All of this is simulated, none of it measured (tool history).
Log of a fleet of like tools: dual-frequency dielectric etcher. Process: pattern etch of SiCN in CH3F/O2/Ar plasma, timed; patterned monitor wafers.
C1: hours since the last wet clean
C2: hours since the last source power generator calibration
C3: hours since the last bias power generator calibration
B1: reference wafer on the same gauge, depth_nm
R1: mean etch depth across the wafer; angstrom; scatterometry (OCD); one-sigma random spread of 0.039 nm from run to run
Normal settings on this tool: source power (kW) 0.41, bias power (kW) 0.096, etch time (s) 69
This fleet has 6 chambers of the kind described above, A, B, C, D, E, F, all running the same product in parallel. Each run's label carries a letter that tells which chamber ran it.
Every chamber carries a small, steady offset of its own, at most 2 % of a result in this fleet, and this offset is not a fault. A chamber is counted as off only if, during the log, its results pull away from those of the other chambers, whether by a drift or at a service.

Run 1E, hour 7.2: usual settings; C1 214.7; C2 1188.8; C3 1159.4; B1 31.997. Result: R1 293.53 angstrom.
Run 2B, hour 13.1: usual settings; C1 54; C2 1684.1; C3 4684.9; B1 31.999. Result: R1 289.74 angstrom.
Run 3D, hour 23: usual settings; C1 439.5; C2 3616; C3 2694; B1 31.978. Result: R1 289.84 angstrom.
Run 4F, hour 29: usual settings; C1 100.5; C2 752.3; C3 235.2; B1 31.993. Result: R1 291.48 angstrom.
Run 5C, hour 34.6: usual settings; C1 94.1; C2 1232.3; C3 732.3; B1 31.981. Result: R1 292.2 angstrom.
Run 6A, hour 44.1: usual settings; C1 163.1; C2 235.2; C3 3535.7; B1 31.976. Result: R1 284.22 angstrom.
Run 7E, hour 52.9: usual settings; C1 260.4; C2 1234.5; C3 1205.1; B1 31.978. Result: R1 294.13 angstrom.
Run 8A, hour 63.3: usual settings; C1 182.3; C2 254.4; C3 3554.9; B1 31.964. Result: R1 284.31 angstrom.
Run 9C, hour 74.5: usual settings; C1 134; C2 1272.2; C3 772.2; B1 31.967. Result: R1 291.62 angstrom.
Run 10B, hour 80.9: usual settings; C1 121.8; C2 1751.9; C3 4752.7; B1 31.953. Result: R1 290.23 angstrom.
At hour 85.6: chamber D: wet clean of the chamber.
Run 11F, hour 90.8: usual settings; C1 162.3; C2 814.1; C3 297; B1 31.943. Result: R1 290.3 angstrom.
Run 12D, hour 96.2: usual settings; C1 10.6; C2 3689.2; C3 2767.2; B1 31.948. Result: R1 289.27 angstrom.
Run 13C, hour 104: usual settings; C1 163.5; C2 1301.7; C3 801.7; B1 31.944. Result: R1 292.17 angstrom.
Run 14E, hour 115.1: usual settings; C1 322.6; C2 1296.7; C3 1267.3; B1 31.925. Result: R1 293.18 angstrom.
Run 15F, hour 126.3: usual settings but etch time (s) 75.5; C1 197.8; C2 849.6; C3 332.5; B1 31.929. Result: R1 317.81 angstrom.
Run 16A, hour 133.2: usual settings but etch time (s) 75.5; C1 252.2; C2 324.3; C3 3624.8; B1 31.929. Result: R1 311.74 angstrom.
Run 17B, hour 139.9: usual settings but etch time (s) 75.5; C1 180.8; C2 1810.9; C3 4811.7; B1 31.916. Result: R1 317 angstrom.
Run 18D, hour 145.4: usual settings but etch time (s) 75.5; C1 59.8; C2 3738.4; C3 2816.4; B1 31.925. Result: R1 317.06 angstrom.
Run 19F, hour 152.9: usual settings but etch time (s) 75.5; C1 224.4; C2 876.2; C3 359.1; B1 31.922. Result: R1 317.13 angstrom.
Run 20C, hour 160.4: usual settings but etch time (s) 75.5; C1 219.9; C2 1358.1; C3 858.1; B1 31.919. Result: R1 318.94 angstrom.
Run 21A, hour 166.3: usual settings; C1 285.3; C2 357.4; C3 3657.9; B1 31.913. Result: R1 283.2 angstrom.
Run 22D, hour 172.4: usual settings; C1 86.8; C2 3765.4; C3 2843.4; B1 31.909. Result: R1 289.36 angstrom.
Run 23B, hour 177.5: usual settings; C1 218.4; C2 1848.5; C3 4849.3; B1 31.913. Result: R1 289.08 angstrom.
Run 24E, hour 186.5: usual settings; C1 394; C2 1368.1; C3 1338.7; B1 31.9. Result: R1 293.19 angstrom.
Run 25C, hour 194.2: usual settings; C1 253.7; C2 1391.9; C3 891.9; B1 31.9. Result: R1 290.76 angstrom.
Run 26F, hour 204: usual settings; C1 275.5; C2 927.3; C3 410.2; B1 31.878. Result: R1 290.68 angstrom.
Run 27B, hour 211.3: usual settings; C1 252.2; C2 1882.3; C3 4883.1; B1 31.888. Result: R1 289.14 angstrom.
Run 28E, hour 220.6: usual settings but bias power (kW) 0.079; C1 428.1; C2 1402.2; C3 1372.8; B1 31.884. Result: R1 271.86 angstrom.
Run 29D, hour 226.5: usual settings but bias power (kW) 0.079; C1 140.9; C2 3819.5; C3 2897.5; B1 31.872. Result: R1 269.79 angstrom.
Run 30A, hour 236.4: usual settings but bias power (kW) 0.079; C1 355.4; C2 427.5; C3 3728; B1 31.869. Result: R1 264.11 angstrom.
Run 31B, hour 242.7: usual settings but bias power (kW) 0.079; C1 283.6; C2 1913.7; C3 4914.5; B1 31.865. Result: R1 269.28 angstrom.
Run 32D, hour 253.9: usual settings but bias power (kW) 0.079; C1 168.3; C2 3846.9; C3 2924.9; B1 31.856. Result: R1 269.77 angstrom.
At hour 258.7: chamber F: wet clean of the chamber.
Run 33C, hour 262.2: usual settings but bias power (kW) 0.079; C1 321.7; C2 1459.9; C3 959.9; B1 31.858. Result: R1 271.83 angstrom.
Run 34E, hour 269: usual settings; C1 476.5; C2 1450.6; C3 1421.2; B1 31.852. Result: R1 292.44 angstrom.
Run 35F, hour 280.6: usual settings; C1 22; C2 1003.9; C3 486.8; B1 31.834. Result: R1 289.98 angstrom.
Run 36A, hour 288.2: usual settings but source power (kW) 0.37; C1 407.2; C2 479.3; C3 3779.8; B1 31.851. Result: R1 273.59 angstrom.
Run 37E, hour 295.8: usual settings but source power (kW) 0.37; C1 503.3; C2 1477.4; C3 1448; B1 31.836. Result: R1 281.49 angstrom.
Run 38C, hour 303.3: usual settings but source power (kW) 0.37; C1 362.8; C2 1501; C3 1001; B1 31.826. Result: R1 280.16 angstrom.
Run 39F, hour 314.2: usual settings but source power (kW) 0.37; C1 55.6; C2 1037.5; C3 520.4; B1 31.83. Result: R1 279.65 angstrom.

Read the log: is a single chamber off, either drifting away or since a service, is the gauge that measures every chamber drifting, or is nothing wrong beyond small per-chamber offsets? Name any odd chamber and what most likely caused it.

Gauge drift. The chambers move together only on paper, and none stands off.
Likeliest cause: gauge reads low (%) = 0.55.
